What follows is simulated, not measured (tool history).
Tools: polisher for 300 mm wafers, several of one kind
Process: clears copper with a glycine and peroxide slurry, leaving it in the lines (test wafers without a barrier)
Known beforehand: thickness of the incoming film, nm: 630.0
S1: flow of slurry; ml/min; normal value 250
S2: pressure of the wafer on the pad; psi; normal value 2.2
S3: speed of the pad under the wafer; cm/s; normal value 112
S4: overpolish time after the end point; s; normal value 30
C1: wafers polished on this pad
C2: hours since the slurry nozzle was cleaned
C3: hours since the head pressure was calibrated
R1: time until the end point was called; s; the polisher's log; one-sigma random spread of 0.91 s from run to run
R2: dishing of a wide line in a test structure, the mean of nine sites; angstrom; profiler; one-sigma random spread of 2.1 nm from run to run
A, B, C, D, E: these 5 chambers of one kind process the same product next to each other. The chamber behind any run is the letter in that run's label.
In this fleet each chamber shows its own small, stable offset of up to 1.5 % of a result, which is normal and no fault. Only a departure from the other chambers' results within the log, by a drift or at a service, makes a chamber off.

run	hour	S1	S2	S3	S4	C1	C2	C3	R1	R2
# hour 2.7: chamber D: worn pad replaced by a new one
1A	13	250	2.2	112	30	284	564.9	104.7	112.05	906.35
# hour 17: chamber D: slurry nozzle cleaned
2C	24.6	250	2.2	112	30	912	395.7	327.6	110.43	869.77
3D	39.6	250	2.2	112	30	183	22.6	522	111.48	861.57
4B	53.1	250	2.2	112	30	779	217.1	1077.5	113.34	897.72
5E	61.4	250	2.2	112	30	797	569.1	279.2	114.28	926.13
6B	73.3	250	2.2	112	30	879	237.3	1097.7	112.77	878.33
# hour 73.4: chamber A: worn pad replaced by a new one
7A	87.3	215	2.2	112	23	69	639.2	179	112.9	755.13
8C	102.5	215	2.2	112	23	1300	473.6	405.5	111.17	757.31
# hour 105.9: chamber E: head pressure recalibrated
9D	113.4	215	2.2	112	23	551	96.4	595.8	114.94	750.18
# hour 115.4: chamber C: worn pad replaced by a new one
10E	120.7	215	2.2	112	23	1093	628.4	14.8	115.8	730.38
11C	128.8	215	2.2	112	23	66	499.9	431.8	109.75	768.81
12D	137.9	250	2.2	132	19	672	120.9	620.3	96.667	715.42
# hour 143.6: chamber B: worn pad replaced by a new one
13E	148.6	250	2.2	132	19	1231	656.3	42.7	99.663	729.2
14B	156	250	2.2	132	19	61	320	1180.4	96.168	712.56
15A	169.3	250	2.2	132	19	477	721.2	261	98.251	733.33
16E	183.1	250	2.2	132	19	1403	690.8	77.2	99.398	736.36
# hour 185: chamber A: worn pad replaced by a new one
# hour 187.7: chamber C: slurry nozzle cleaned
17A	194.4	250	2.2	112	30	46	746.3	286.1	111.06	910.92
18D	206.5	250	2.2	112	30	1014	189.5	688.9	110.74	865.36
19C	214.6	250	2.2	112	30	493	26.9	517.6	107.16	890.51
# hour 224.5: chamber D: worn pad replaced by a new one
20B	225.9	250	2.2	112	30	409	389.9	1250.3	111.16	875.81
# hour 226.8: chamber E: worn pad replaced by a new one
21A	234.2	250	2.2	112	30	245	786.1	325.9	109.72	904.8
22B	240.9	250	2.2	74	30	484	404.9	1265.3	154.21	731.99
# hour 241.4: chamber A: slurry nozzle cleaned
23C	255	250	2.2	74	30	694	67.3	558	147.86	766.4
# hour 264: chamber D: slurry nozzle cleaned
24E	267.5	250	2.2	74	30	202	775.2	161.6	158.25	744.84
25D	276.7	250	2.2	74	30	259	12.7	759.1	152.08	743.81
# hour 287.7: chamber A: worn pad replaced by a new one
26A	291.9	250	2.2	74	30	21	50.6	383.6	152.62	759.93
27B	303.3	250	2.2	112	30	794	467.3	1327.7	111.53	891.07
28E	317.7	250	2.2	112	30	452	825.4	211.8	114.38	910.57
29C	325.2	250	2.2	112	30	1044	137.5	628.2	106.79	919.11
# hour 339.2: chamber B: head pressure recalibrated
30D	340.1	250	2.2	112	30	575	76.1	822.5	111.93	912.9
# hour 341.7: chamber E: slurry nozzle cleaned
31A	352.8	250	2.2	112	30	324	111.5	444.5	111.15	911.64
32D	367.1	250	2.2	112	30	709	103.1	849.5	111.7	876.85
33E	376.4	250	2.9	94	30	744	34.7	270.5	103.47	970.98
34C	390.4	250	2.9	94	30	1368	202.7	693.4	96.743	1001.1
# hour 397.8: chamber B: slurry nozzle cleaned
35B	400.6	250	2.9	94	30	1279	2.8	61.4	103.87	976.68
36E	409.9	250	2.9	94	30	911	68.2	304	104.76	978.39
37D	420.4	250	2.9	94	30	974	156.4	902.8	100.76	965.88

Next, every chamber runs the same settings. What will each give?
38A	431.4	250	2.2	148	30				?	?
38B	431.4	250	2.2	148	30				?	?
38C	431.4	250	2.2	148	30				?	?
38D	431.4	250	2.2	148	30				?	?
38E	431.4	250	2.2	148	30				?	?

run	R1	R2
38A	87.485	987.81
38B	89.54	964.92
38C	81.096	1042
38D	88.258	1011.9
38E	89.299	975.92

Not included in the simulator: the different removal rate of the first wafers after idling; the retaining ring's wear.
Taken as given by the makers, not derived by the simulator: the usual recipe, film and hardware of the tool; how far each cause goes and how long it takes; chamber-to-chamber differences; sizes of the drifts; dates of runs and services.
